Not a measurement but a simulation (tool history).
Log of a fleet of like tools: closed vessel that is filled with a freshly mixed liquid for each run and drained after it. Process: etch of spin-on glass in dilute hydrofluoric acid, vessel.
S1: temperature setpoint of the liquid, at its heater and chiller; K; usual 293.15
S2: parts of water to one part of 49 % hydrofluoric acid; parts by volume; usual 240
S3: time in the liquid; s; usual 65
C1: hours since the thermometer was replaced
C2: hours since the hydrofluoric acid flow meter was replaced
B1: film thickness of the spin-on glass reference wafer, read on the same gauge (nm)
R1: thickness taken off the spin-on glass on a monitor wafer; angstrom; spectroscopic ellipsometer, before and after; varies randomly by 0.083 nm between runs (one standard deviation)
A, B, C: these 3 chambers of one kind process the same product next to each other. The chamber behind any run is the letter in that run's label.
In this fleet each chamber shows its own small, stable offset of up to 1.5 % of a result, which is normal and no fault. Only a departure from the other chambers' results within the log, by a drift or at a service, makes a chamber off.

run,day,S1,S2,S3,C1,C2,B1,R1
1C,0.496,293.15,240,65,93.7,175.5,130.01,107.790
2A,0.888,293.15,240,65,1121.5,652.3,129.96,108.500
3B,1.383,293.15,240,65,1679.3,2117.3,130.00,107.420
4A,1.754,293.15,240,65,1142.3,673.1,130.00,109.660
5C,2.200,293.15,190,65,134.6,216.4,130.00,144.570
6B,2.721,293.15,190,65,1711.4,2149.4,130.00,140.460
# day 2.988: chamber A: thermometer replaced
7B,3.175,293.15,190,65,1722.3,2160.3,130.02,141.950
8C,3.779,293.15,355,65,172.5,254.3,129.97,66.316
9A,4.250,293.15,355,65,30.4,733.0,129.99,66.227
10B,4.600,293.15,355,65,1756.5,2194.5,129.99,64.878
11C,5.129,293.15,240,65,204.9,286.7,130.01,108.170
12A,5.475,293.15,240,65,59.8,762.4,130.04,109.900
13C,5.796,293.15,240,65,220.9,302.7,129.98,110.110
14A,6.221,293.15,240,65,77.7,780.3,129.99,108.780
15B,6.592,293.15,240,65,1804.3,2242.3,129.99,106.920
16A,7.067,293.15,240,65,98.0,800.6,130.03,109.320
# day 7.146: chamber B: hydrofluoric acid flow meter replaced
17B,7.475,293.15,240,65,1825.5,8.0,130.01,108.440
18C,7.938,293.15,355,90,272.3,354.1,130.01,91.838
19B,8.479,293.15,355,90,1849.6,32.1,129.97,89.589
20A,8.758,293.15,355,90,138.6,841.2,129.98,91.551
21C,9.375,293.15,240,65,306.8,388.6,129.98,108.260
22A,9.654,293.15,240,65,160.1,862.7,129.99,107.890
23C,10.046,293.15,240,65,322.9,404.7,129.96,108.650
24B,10.367,291.65,240,65,1894.9,77.4,130.01,102.230
25C,10.700,291.65,240,65,338.6,420.4,130.03,102.980
26A,11.146,291.65,240,65,195.9,898.5,130.00,100.450
27B,11.738,293.15,240,65,1927.8,110.3,130.00,107.670
28C,12.312,293.15,240,65,377.3,459.1,129.99,109.040
29A,12.808,293.15,240,65,235.8,938.4,130.00,105.550
30B,13.408,293.15,240,65,1967.9,150.4,130.00,107.330
31B,13.862,293.15,240,65,1978.8,161.3,129.95,105.480
32A,14.150,293.15,240,65,268.0,970.6,130.03,103.670
33C,14.667,293.15,325,65,433.8,515.6,129.98,74.320
34C,14.992,293.15,325,65,441.6,523.4,129.99,75.335
35A,15.442,293.15,325,65,299.0,1001.6,129.96,70.656
36B,15.725,293.15,240,65,2023.5,206.0,129.98,108.300
37B,16.042,293.15,240,65,2031.1,213.6,130.01,106.840
38A,16.400,293.15,240,65,322.0,1024.6,129.99,102.650
39C,16.858,293.15,240,65,486.4,568.2,129.99,107.590
40C,17.162,293.15,240,65,493.7,575.5,130.01,109.340
41A,17.679,293.15,240,65,352.7,1055.3,130.01,101.900
42B,18.154,293.15,240,65,2081.8,264.3,129.97,107.190
43A,18.512,293.15,240,65,372.7,1075.3,130.00,100.290
44B,18.821,293.15,240,65,2097.8,280.3,130.01,108.990

Next, all 3 chambers run the settings below, one line each with question marks for the results. What does each chamber give?
45A,19.267,293.15,240,95,,,,?
45B,19.267,293.15,240,95,,,,?
45C,19.267,293.15,240,95,,,,?

run,R1
45A,147.210
45B,156.530
45C,160.080

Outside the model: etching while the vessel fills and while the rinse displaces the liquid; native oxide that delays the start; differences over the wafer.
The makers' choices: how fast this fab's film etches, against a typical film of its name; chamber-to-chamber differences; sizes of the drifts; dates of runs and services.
